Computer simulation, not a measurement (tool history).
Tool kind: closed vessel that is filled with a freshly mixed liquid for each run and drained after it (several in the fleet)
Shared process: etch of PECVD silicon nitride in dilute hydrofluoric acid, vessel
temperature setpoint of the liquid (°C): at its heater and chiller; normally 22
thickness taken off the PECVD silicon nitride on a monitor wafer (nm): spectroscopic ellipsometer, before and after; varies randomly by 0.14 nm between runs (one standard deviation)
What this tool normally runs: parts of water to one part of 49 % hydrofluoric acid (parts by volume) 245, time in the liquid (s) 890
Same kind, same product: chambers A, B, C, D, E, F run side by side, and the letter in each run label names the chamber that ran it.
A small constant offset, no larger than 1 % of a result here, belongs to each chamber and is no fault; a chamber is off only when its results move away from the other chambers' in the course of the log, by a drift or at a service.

| run | hour | temperature setpoint of the liquid (°C) | parts of water to one part of 49 % hydrofluoric acid (parts by volume) | time in the liquid (s) | hours since the thermometer was replaced | hours since the hydrofluoric acid flow meter was replaced | read-back film thickness of the PECVD silicon nitride reference wafer, read on the same gauge (nm) | thickness taken off the PECVD silicon nitride on a monitor wafer (nm) |
|---|---|---|---|---|---|---|---|---|
| 1C | 5.3 | 22 | 245 | 890 | 470.9 | 8.5 | 149.98 | 18.163 |
| 2D | 11.0 | 22 | 245 | 890 | 1277.9 | 1063.1 | 149.98 | 18.119 |
|  | 15.9 | chamber E: hydrofluoric acid flow meter replaced |
| 3F | 16.9 | 22 | 245 | 890 | 1872.6 | 521.6 | 150.01 | 18.194 |
| 4E | 22.9 | 22 | 245 | 890 | 1035.0 | 7.1 | 149.99 | 18.490 |
| 5A | 28.0 | 22 | 245 | 890 | 1008.6 | 1308.8 | 150.05 | 18.136 |
| 6B | 34.9 | 22 | 245 | 890 | 306.9 | 73.7 | 150.03 | 18.422 |
| 7B | 39.4 | 22 | 245 | 890 | 311.4 | 78.2 | 149.97 | 18.219 |
| 8F | 42.7 | 19 | 245 | 890 | 1898.4 | 547.4 | 150.04 | 14.946 |
| 9D | 47.7 | 19 | 245 | 890 | 1314.6 | 1099.8 | 149.99 | 14.847 |
| 10C | 55.0 | 19 | 245 | 890 | 520.6 | 58.2 | 150.01 | 15.193 |
| 11E | 59.3 | 19 | 245 | 890 | 1071.4 | 43.5 | 150.01 | 15.158 |
| 12A | 66.6 | 19 | 245 | 890 | 1047.2 | 1347.4 | 150.02 | 15.051 |
| 13D | 73.7 | 19 | 245 | 890 | 1340.6 | 1125.8 | 150.00 | 14.994 |
| 14A | 77.3 | 22 | 245 | 890 | 1057.9 | 1358.1 | 149.99 | 18.065 |
| 15E | 82.6 | 22 | 245 | 890 | 1094.7 | 66.8 | 149.98 | 18.163 |
| 16F | 86.4 | 22 | 245 | 890 | 1942.1 | 591.1 | 150.04 | 18.404 |
| 17B | 92.5 | 22 | 160 | 890 | 364.5 | 131.3 | 149.97 | 28.127 |
| 18C | 99.2 | 22 | 160 | 890 | 564.8 | 102.4 | 150.03 | 27.759 |
| 19A | 105.5 | 22 | 160 | 890 | 1086.1 | 1386.3 | 149.99 | 27.002 |
| 20E | 111.1 | 22 | 160 | 890 | 1123.2 | 95.3 | 149.96 | 27.483 |
| 21B | 114.4 | 22 | 160 | 890 | 386.4 | 153.2 | 149.95 | 28.179 |
| 22F | 119.6 | 22 | 160 | 890 | 1975.3 | 624.3 | 150.00 | 28.011 |
| 23D | 126.2 | 22 | 245 | 890 | 1393.1 | 1178.3 | 150.02 | 18.106 |
| 24C | 131.7 | 22 | 245 | 890 | 597.3 | 134.9 | 150.01 | 18.302 |
| 25A | 138.2 | 22 | 245 | 890 | 1118.8 | 1419.0 | 150.01 | 17.433 |
| 26F | 144.0 | 22 | 245 | 890 | 1999.7 | 648.7 | 149.95 | 18.409 |
| 27B | 149.8 | 22 | 245 | 890 | 421.8 | 188.6 | 149.99 | 18.253 |
| 28C | 157.4 | 22 | 245 | 890 | 623.0 | 160.6 | 149.97 | 18.252 |
| 29E | 163.8 | 22 | 205 | 890 | 1175.9 | 148.0 | 150.00 | 21.942 |
| 30D | 167.1 | 22 | 205 | 890 | 1434.0 | 1219.2 | 149.99 | 21.518 |
| 31D | 171.3 | 22 | 205 | 890 | 1438.2 | 1223.4 | 150.05 | 21.997 |
| 32F | 174.8 | 22 | 205 | 890 | 2030.5 | 679.5 | 150.02 | 21.824 |
| 33E | 182.1 | 22 | 205 | 890 | 1194.2 | 166.3 | 150.02 | 21.488 |
| 34A | 185.5 | 22 | 205 | 890 | 1166.1 | 1466.3 | 150.00 | 20.384 |
| 35B | 188.9 | 22 | 245 | 890 | 460.9 | 227.7 | 149.97 | 18.417 |
| 36C | 195.7 | 22 | 245 | 890 | 661.3 | 198.9 | 149.97 | 18.350 |
| 37F | 199.3 | 22 | 245 | 890 | 2055.0 | 704.0 | 150.01 | 18.252 |
| 38E | 203.4 | 22 | 190 | 490 | 1215.5 | 187.6 | 149.96 | 13.026 |
| 39D | 206.7 | 22 | 190 | 490 | 1473.6 | 1258.8 | 150.02 | 12.757 |
| 40B | 212.8 | 22 | 190 | 490 | 484.8 | 251.6 | 149.93 | 12.815 |
| 41A | 216.0 | 22 | 190 | 490 | 1196.6 | 1496.8 | 150.00 | 11.891 |
| 42C | 220.0 | 22 | 190 | 490 | 685.6 | 223.2 | 150.02 | 12.757 |

What goes on in this fleet: one chamber off, a drifting gauge, or nothing beyond the chambers' own small offsets? Name the chamber and the cause, if any.

Little by little, chamber A moves away from the other chambers.
Most likely cause: liquid colder than its thermometer reads (K) = 1.17.
The log might look much the same if the cause were instead: hydrofluoric acid flow below the setpoint (%).

Here are 4 candidates for chamber A's next run, each the usual settings with a change, their results left as question marks. Which one brings its results back in line with what the others give on the usual settings?
In line here means within this much of the mean the other chambers give on the usual settings: thickness taken off the PECVD silicon nitride on a monitor wafer (nm) 0.480
| 43A-1 | 225.4 | 22.0 | 250 | 850 |  |  |  | ? |
| 43A-2 | 225.4 | 22.5 | 225 | 890 |  |  |  | ? |
| 43A-3 | 225.4 | 21.5 | 245 | 815 |  |  |  | ? |
| 43A-4 | 225.4 | 22.0 | 240 | 930 |  |  |  | ? |

Mean of the other chambers on the usual settings: thickness taken off the PECVD silicon nitride on a monitor wafer (nm) 18.230
| run | thickness taken off the PECVD silicon nitride on a monitor wafer (nm) |
|---|---|
| 43A-1 | 15.876 |
| 43A-2 | 18.991 |
| 43A-3 | 15.029 |
| 43A-4 | 18.063 |
Change 43A-4 lands the chamber within the allowed miss of the other chambers.

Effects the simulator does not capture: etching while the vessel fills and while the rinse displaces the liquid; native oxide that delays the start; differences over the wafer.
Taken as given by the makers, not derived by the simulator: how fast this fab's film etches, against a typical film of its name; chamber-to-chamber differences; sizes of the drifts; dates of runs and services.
